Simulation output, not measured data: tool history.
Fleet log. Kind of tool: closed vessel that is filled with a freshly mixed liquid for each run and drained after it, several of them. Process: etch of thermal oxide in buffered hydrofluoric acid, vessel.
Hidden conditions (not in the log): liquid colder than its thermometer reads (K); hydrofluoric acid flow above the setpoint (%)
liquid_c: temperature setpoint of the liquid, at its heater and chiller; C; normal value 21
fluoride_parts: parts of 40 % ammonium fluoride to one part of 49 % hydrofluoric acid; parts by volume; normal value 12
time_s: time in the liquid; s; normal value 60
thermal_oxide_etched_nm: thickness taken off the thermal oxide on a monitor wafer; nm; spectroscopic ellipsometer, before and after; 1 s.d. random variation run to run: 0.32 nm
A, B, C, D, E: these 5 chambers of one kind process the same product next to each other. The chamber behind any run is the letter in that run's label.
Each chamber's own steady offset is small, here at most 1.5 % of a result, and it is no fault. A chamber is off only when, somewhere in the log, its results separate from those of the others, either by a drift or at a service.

run   hour  liquid_c  fluoride_parts  time_s  hours since the thermometer was replaced  hours since the hydrofluoric acid flow meter was replaced  read-back film thickness of the thermal oxide reference wafer, read on the same gauge (nm)  thermal_oxide_etched_nm
 1C    8.7        21              12      60                                    2876.6                                                      787.3                                                                                      149.99                   48.024
 2B   18.6        21              12      60                                    1392.1                                                      467.1                                                                                      150.02                   46.847
 3A   24.4        21              12      60                                    2790.2                                                     1039.8                                                                                      150.02                   48.214
 4E   29.1        21              12      60                                     641.7                                                     1026.1                                                                                         150                   48.209
      30.8  -- chamber C: thermometer replaced
 5D     34        21              12      60                                     252.9                                                       1047                                                                                      150.02                   47.354
 6E   40.6        21              12      60                                     653.2                                                     1037.6                                                                                      149.98                   47.846
 7B   51.1        21              12      60                                    1424.6                                                      499.6                                                                                         150                   46.911
 8C   59.8        21              12      60                                        29                                                      838.4                                                                                      149.99                   47.432
      65.7  -- chamber A: thermometer replaced
 9A   68.1        21              12      60                                       2.4                                                     1083.5                                                                                      150.01                    47.98
10D   75.4        21              12      60                                     294.3                                                     1088.4                                                                                      149.98                    48.14
11C   82.3        21              12      60                                      51.5                                                      860.9                                                                                      150.01                   48.009
12D   92.6        21              12      60                                     311.5                                                     1105.6                                                                                      150.01                   48.009
13B  102.7        21              12      60                                    1476.2                                                      551.2                                                                                      150.01                   47.073
14E  112.5        21              12      60                                     725.1                                                     1109.5                                                                                      149.99                   47.895
15A  120.9      25.5              15      60                                      55.2                                                     1136.3                                                                                      150.01                   48.934
16A  127.8      25.5              15      60                                      62.1                                                     1143.2                                                                                         150                   48.709
17D  135.8      25.5              15      60                                     354.7                                                     1148.8                                                                                         150                   48.699
18B  144.3      25.5              15      60                                    1517.8                                                      592.8                                                                                      149.97                   47.822
19C  153.9      25.5              15      60                                     123.1                                                      932.5                                                                                      149.99                   49.192
20E  163.5        21              12      60                                     776.1                                                     1160.5                                                                                      149.99                   47.446
21E  169.9        21              12      60                                     782.5                                                     1166.9                                                                                         150                   47.184
22C  179.9        21              12      60                                     149.1                                                      958.5                                                                                      150.01                   47.542
23A  188.7        21              12      60                                       123                                                     1204.1                                                                                         150                   47.229
24D  194.9        21              12      60                                     413.8                                                     1207.9                                                                                      149.99                   47.302
25B  200.3        21              12      60                                    1573.8                                                      648.8                                                                                         150                   47.135
26A  206.7        21              12      60                                       141                                                     1222.1                                                                                      150.01                   48.242
27E  216.1        21              12      60                                     828.7                                                     1213.1                                                                                         150                   46.656
28C  222.9        21              12      60                                     192.1                                                     1001.5                                                                                      149.99                   47.522
29B  231.1        21              12      60                                    1604.6                                                      679.6                                                                                      149.99                   46.916
30D  239.3        21              12      60                                     458.2                                                     1252.3                                                                                         150                   48.263
31C  248.2        21              12      60                                     217.4                                                     1026.8                                                                                      150.02                    47.41
32D  258.7      23.5              12      60                                     477.6                                                     1271.7                                                                                      150.01                   54.684
33E  266.4      23.5              12      60                                       879                                                     1263.4                                                                                      149.99                   52.373
34A  275.2      23.5              12      60                                     209.5                                                     1290.6                                                                                         150                   55.082
35B  279.9      23.5              12      60                                    1653.4                                                      728.4                                                                                      149.99                   53.487
36C  285.7      23.5              12      60                                     254.9                                                     1064.3                                                                                      150.01                   54.519
37B    292        21              12      60                                    1665.5                                                      740.5                                                                                         150                   46.514
38D  302.1        21            15.5      40                                       521                                                     1315.1                                                                                      150.01                   24.516
39A  309.2        21            15.5      40                                     243.5                                                     1324.6                                                                                      149.99                   24.744
40E  317.7        21            15.5      40                                     930.3                                                     1314.7                                                                                      149.99                   22.695
41B  322.6        21            15.5      40                                    1696.1                                                      771.1                                                                                      149.99                   24.267
42D  330.5        21            15.5      40                                     549.4                                                     1343.5                                                                                      150.02                   24.402
43C  335.4        21              12      60                                     304.6                                                       1114                                                                                      149.99                   47.783
44A    341        21              12      60                                     275.3                                                     1356.4                                                                                      150.01                   47.797

Is one chamber off against the others, does the gauge drift, or is nothing wrong? If a chamber is off, say which, and what the likeliest cause is.

Little by little, chamber E moves away from the other chambers.
Likeliest cause: liquid colder than its thermometer reads (K) = 1.6.
The log may not tell that from: hydrofluoric acid flow below the setpoint (%).

Below are 4 candidate recipes for chamber E's next run, each the usual settings with a change, their results shown as question marks. Which of them brings E's results back in line with what the other chambers give on the usual settings?
In line here means within this much of the mean the other chambers give on the usual settings: thermal_oxide_etched_nm 1.1 nm
45E-1  348.6        21              12      65                                                                                                                                                                                                                         ?
45E-2  348.6        21              12      55                                                                                                                                                                                                                         ?
45E-3  348.6      20.5            12.5      55                                                                                                                                                                                                                         ?
45E-4  348.6      21.5            11.5      65                                                                                                                                                                                                                         ?

On the usual settings, the other chambers give on average: thermal_oxide_etched_nm 47.442 nm
  run  thermal_oxide_etched_nm
45E-1                   47.416
45E-2                   40.122
45E-3                   37.459
45E-4                   50.872
Change 45E-1 lands the chamber within the allowed miss of the other chambers.

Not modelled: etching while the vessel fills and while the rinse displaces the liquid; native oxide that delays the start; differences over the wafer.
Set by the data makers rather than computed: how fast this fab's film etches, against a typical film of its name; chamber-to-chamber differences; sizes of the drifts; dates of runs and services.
